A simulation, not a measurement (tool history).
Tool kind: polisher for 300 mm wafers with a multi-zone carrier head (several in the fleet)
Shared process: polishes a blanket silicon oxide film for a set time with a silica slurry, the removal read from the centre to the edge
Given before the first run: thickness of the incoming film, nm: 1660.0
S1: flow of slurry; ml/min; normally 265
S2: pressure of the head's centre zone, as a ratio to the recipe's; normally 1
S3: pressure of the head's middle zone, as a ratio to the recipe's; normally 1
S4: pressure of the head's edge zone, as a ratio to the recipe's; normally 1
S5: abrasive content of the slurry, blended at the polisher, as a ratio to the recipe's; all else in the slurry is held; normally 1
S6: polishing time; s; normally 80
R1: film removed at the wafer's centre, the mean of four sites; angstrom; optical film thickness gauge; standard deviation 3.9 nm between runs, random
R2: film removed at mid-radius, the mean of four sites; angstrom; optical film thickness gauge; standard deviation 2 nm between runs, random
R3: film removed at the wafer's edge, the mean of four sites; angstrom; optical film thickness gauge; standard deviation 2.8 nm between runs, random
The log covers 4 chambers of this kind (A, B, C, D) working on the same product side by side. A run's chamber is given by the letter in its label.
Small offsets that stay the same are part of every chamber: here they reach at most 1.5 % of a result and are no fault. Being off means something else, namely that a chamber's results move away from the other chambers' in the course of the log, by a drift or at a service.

Run 1B, day 0.454: usual settings. Result: R1 2841.5 angstrom, R2 2901.3 angstrom, R3 2858.7 angstrom.
Run 2A, day 0.883: usual settings. Result: R1 2835.5 angstrom, R2 2859.5 angstrom, R3 2900.9 angstrom.
Run 3D, day 1.204: usual settings. Result: R1 2830.6 angstrom, R2 2824 angstrom, R3 2834.7 angstrom.
Run 4C, day 1.488: usual settings. Result: R1 2845.1 angstrom, R2 2880.8 angstrom, R3 2802.6 angstrom.
At day 1.629: chamber D: worn pad replaced by a new one.
Run 5A, day 1.967: usual settings. Result: R1 2818.9 angstrom, R2 2849.3 angstrom, R3 2913 angstrom.
Run 6B, day 2.462: usual settings. Result: R1 2927.6 angstrom, R2 2813.6 angstrom, R3 2812.2 angstrom.
At day 2.8: chamber B: worn pad replaced by a new one.
Run 7D, day 2.962: usual settings. Result: R1 2863.2 angstrom, R2 2838.6 angstrom, R3 2874.1 angstrom.
Run 8C, day 3.417: usual settings. Result: R1 2909.8 angstrom, R2 2846.9 angstrom, R3 2839.9 angstrom.
Run 9C, day 3.696: usual settings. Result: R1 2802.7 angstrom, R2 2883.1 angstrom, R3 2848.7 angstrom.
At day 4.179: chamber A: worn pad replaced by a new one.
Run 10B, day 4.179: usual settings but S1 185 ml/min, S6 59 s. Result: R1 2017.4 angstrom, R2 2022.9 angstrom, R3 2052.1 angstrom.
Run 11D, day 4.667: usual settings but S1 185 ml/min, S6 59 s. Result: R1 1980.5 angstrom, R2 1967.3 angstrom, R3 1967.3 angstrom.
Run 12A, day 4.954: usual settings but S1 185 ml/min, S6 59 s. Result: R1 1907.5 angstrom, R2 1970.1 angstrom, R3 2005.4 angstrom.
At day 4.979: chamber C: worn pad replaced by a new one.
Run 13B, day 5.288: usual settings but S1 185 ml/min, S6 59 s. Result: R1 2040.3 angstrom, R2 1990.9 angstrom, R3 2052.7 angstrom.
Run 14C, day 5.575: usual settings. Result: R1 2819 angstrom, R2 2874.5 angstrom, R3 2812.6 angstrom.
Run 15D, day 5.9: usual settings. Result: R1 2878.3 angstrom, R2 2843.1 angstrom, R3 2851.3 angstrom.
Run 16A, day 6.129: usual settings. Result: R1 2818.3 angstrom, R2 2824 angstrom, R3 2851.4 angstrom.
At day 6.221: chamber B: centre zone pressure recalibrated.
Run 17B, day 6.412: usual settings but S1 295 ml/min. Result: R1 2816.1 angstrom, R2 2888 angstrom, R3 2849.7 angstrom.
At day 6.571: chamber D: worn pad replaced by a new one.
Run 18D, day 6.675: usual settings but S1 295 ml/min. Result: R1 2866.6 angstrom, R2 2859.6 angstrom, R3 2855.5 angstrom.
Run 19A, day 6.908: usual settings but S1 295 ml/min. Result: R1 2886.7 angstrom, R2 2877.5 angstrom, R3 2865.2 angstrom.
Run 20C, day 7.146: usual settings but S1 295 ml/min. Result: R1 2939.1 angstrom, R2 2891.3 angstrom, R3 2858.6 angstrom.
Run 21D, day 7.521: usual settings. Result: R1 2775.9 angstrom, R2 2856.8 angstrom, R3 2802.5 angstrom.
Run 22B, day 7.846: usual settings. Result: R1 2853 angstrom, R2 2844.3 angstrom, R3 2834.7 angstrom.
Run 23A, day 8.292: usual settings. Result: R1 2837.5 angstrom, R2 2854.7 angstrom, R3 2840.4 angstrom.
Run 24C, day 8.746: usual settings but S3 0.91. Result: R1 2922.1 angstrom, R2 2606.4 angstrom, R3 2878.6 angstrom.
Run 25A, day 8.971: usual settings but S3 0.91. Result: R1 2844.4 angstrom, R2 2560.8 angstrom, R3 2908.2 angstrom.
At day 9.017: chamber B: worn pad replaced by a new one.
Run 26B, day 9.25: usual settings but S3 0.91. Result: R1 2822.1 angstrom, R2 2627.3 angstrom, R3 2850.7 angstrom.
Run 27C, day 9.754: usual settings but S3 0.91. Result: R1 2865.2 angstrom, R2 2605.5 angstrom, R3 2869.7 angstrom.
Run 28D, day 10.188: usual settings. Result: R1 2861.5 angstrom, R2 2819.4 angstrom, R3 2827.2 angstrom.
At day 10.212: chamber A: worn pad replaced by a new one.
Run 29D, day 10.483: usual settings. Result: R1 2900.8 angstrom, R2 2862.7 angstrom, R3 2802.2 angstrom.
Run 30C, day 10.746: usual settings. Result: R1 2840.7 angstrom, R2 2859.9 angstrom, R3 2817.4 angstrom.
Run 31B, day 11.038: usual settings. Result: R1 2864.7 angstrom, R2 2852.6 angstrom, R3 2864.9 angstrom.
Run 32A, day 11.342: usual settings. Result: R1 2808.6 angstrom, R2 2811 angstrom, R3 2863.2 angstrom.
Run 33B, day 11.838: usual settings. Result: R1 2897.3 angstrom, R2 2890.7 angstrom, R3 2829.8 angstrom.

Is one chamber off against the others, does the gauge drift, or is nothing wrong? If a chamber is off, say which, and what the likeliest cause is.

No chamber is off and the gauge is stable; the differences are just each chamber's small, constant offset.
